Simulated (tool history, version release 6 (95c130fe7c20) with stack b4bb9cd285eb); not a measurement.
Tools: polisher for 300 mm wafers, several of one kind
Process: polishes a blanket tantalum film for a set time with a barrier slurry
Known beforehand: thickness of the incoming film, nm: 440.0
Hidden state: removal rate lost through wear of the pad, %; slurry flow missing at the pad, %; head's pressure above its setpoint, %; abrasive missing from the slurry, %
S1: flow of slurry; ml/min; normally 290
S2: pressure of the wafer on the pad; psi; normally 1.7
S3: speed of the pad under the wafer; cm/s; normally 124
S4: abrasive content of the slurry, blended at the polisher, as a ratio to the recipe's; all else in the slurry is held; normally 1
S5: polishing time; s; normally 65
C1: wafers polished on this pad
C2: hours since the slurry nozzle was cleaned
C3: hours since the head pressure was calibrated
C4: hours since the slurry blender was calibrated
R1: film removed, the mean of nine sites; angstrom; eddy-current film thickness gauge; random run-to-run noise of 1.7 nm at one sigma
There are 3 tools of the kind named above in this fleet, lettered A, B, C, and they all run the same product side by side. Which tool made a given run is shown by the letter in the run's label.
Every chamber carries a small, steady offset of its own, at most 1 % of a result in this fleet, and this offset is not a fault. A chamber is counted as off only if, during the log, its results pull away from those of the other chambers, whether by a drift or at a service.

{"hour": 3.1, "done": "chamber C: worn pad replaced by a new one"}
{"run": "1C", "hour": 4.8, "S1": 290, "S2": 1.7, "S3": 124, "S4": 1, "S5": 65, "C1": 20, "C2": 31.1, "C3": 312.7, "C4": 224.7, "R1": 1167.6}
{"run": "2A", "hour": 11.7, "S1": 290, "S2": 1.7, "S3": 124, "S4": 1, "S5": 65, "C1": 210, "C2": 25.2, "C3": 13.7, "C4": 258.5, "R1": 1163.7}
{"hour": 15.9, "done": "chamber B: slurry blender recalibrated"}
{"run": "3B", "hour": 18.1, "S1": 290, "S2": 1.7, "S3": 124, "S4": 1, "S5": 65, "C1": 1257, "C2": 564.7, "C3": 411.9, "C4": 2.3, "R1": 1151.3}
{"hour": 22.1, "done": "chamber B: worn pad replaced by a new one"}
{"run": "4C", "hour": 23.2, "S1": 290, "S2": 1.7, "S3": 124, "S4": 1, "S5": 65, "C1": 227, "C2": 49.5, "C3": 331.1, "C4": 243.1, "R1": 1180.5}
{"run": "5B", "hour": 28.4, "S1": 290, "S2": 1.7, "S3": 124, "S4": 1, "S5": 65, "C1": 71, "C2": 575, "C3": 422.2, "C4": 12.6, "R1": 1184.4}
{"hour": 29.1, "done": "chamber C: slurry blender recalibrated"}
{"run": "6A", "hour": 32.1, "S1": 290, "S2": 1.7, "S3": 124, "S4": 1, "S5": 65, "C1": 440, "C2": 45.6, "C3": 34.1, "C4": 278.9, "R1": 1196.8}
{"run": "7C", "hour": 37.3, "S1": 290, "S2": 1.7, "S3": 124, "S4": 1, "S5": 65, "C1": 386, "C2": 63.6, "C3": 345.2, "C4": 8.3, "R1": 1183.2}
{"run": "8A", "hour": 40.9, "S1": 290, "S2": 1.7, "S3": 124, "S4": 1, "S5": 65, "C1": 539, "C2": 54.4, "C3": 42.9, "C4": 287.7, "R1": 1179.6}
{"hour": 41.2, "done": "chamber A: worn pad replaced by a new one"}
{"run": "9B", "hour": 48.2, "S1": 290, "S2": 1.7, "S3": 124, "S4": 1, "S5": 65, "C1": 294, "C2": 594.8, "C3": 442, "C4": 32.4, "R1": 1197.6}
{"run": "10B", "hour": 55.5, "S1": 290, "S2": 1.7, "S3": 124, "S4": 1, "S5": 65, "C1": 377, "C2": 602.1, "C3": 449.3, "C4": 39.7, "R1": 1173.3}
{"run": "11A", "hour": 59.1, "S1": 290, "S2": 1.7, "S3": 124, "S4": 1, "S5": 65, "C1": 202, "C2": 72.6, "C3": 61.1, "C4": 305.9, "R1": 1192.5}
{"run": "12C", "hour": 66.5, "S1": 290, "S2": 1.7, "S3": 124, "S4": 1, "S5": 65, "C1": 715, "C2": 92.8, "C3": 374.4, "C4": 37.5, "R1": 1194.4}
{"hour": 67.5, "done": "chamber C: worn pad replaced by a new one"}
{"run": "13B", "hour": 70.3, "S1": 290, "S2": 1.7, "S3": 124, "S4": 1, "S5": 65, "C1": 544, "C2": 616.9, "C3": 464.1, "C4": 54.5, "R1": 1188.1}
{"run": "14A", "hour": 73.6, "S1": 290, "S2": 1.7, "S3": 124, "S4": 1, "S5": 65, "C1": 365, "C2": 87.1, "C3": 75.6, "C4": 320.4, "R1": 1221.4}
{"run": "15C", "hour": 80.7, "S1": 290, "S2": 1.4, "S3": 124, "S4": 1, "S5": 56, "C1": 149, "C2": 107, "C3": 388.6, "C4": 51.7, "R1": 845.96}
{"run": "16C", "hour": 85.7, "S1": 290, "S2": 1.4, "S3": 124, "S4": 1, "S5": 56, "C1": 206, "C2": 112, "C3": 393.6, "C4": 56.7, "R1": 848.94}
{"hour": 92.2, "done": "chamber A: worn pad replaced by a new one"}
{"run": "17A", "hour": 92.5, "S1": 290, "S2": 1.4, "S3": 124, "S4": 1, "S5": 56, "C1": 4, "C2": 106, "C3": 94.5, "C4": 339.3, "R1": 867.06}
{"run": "18B", "hour": 96.3, "S1": 290, "S2": 1.7, "S3": 124, "S4": 1, "S5": 65, "C1": 837, "C2": 642.9, "C3": 490.1, "C4": 80.5, "R1": 1167.2}
{"run": "19B", "hour": 101.6, "S1": 290, "S2": 1.7, "S3": 124, "S4": 1, "S5": 65, "C1": 897, "C2": 648.2, "C3": 495.4, "C4": 85.8, "R1": 1187}
{"run": "20A", "hour": 104.8, "S1": 290, "S2": 1.7, "S3": 124, "S4": 1, "S5": 65, "C1": 142, "C2": 118.3, "C3": 106.8, "C4": 351.6, "R1": 1180.6}

What goes on in this fleet: one chamber off, a drifting gauge, or nothing beyond the chambers' own small offsets? Name the chamber and the cause, if any.

No chamber stands off beyond its own small offset, and the gauge holds steady.
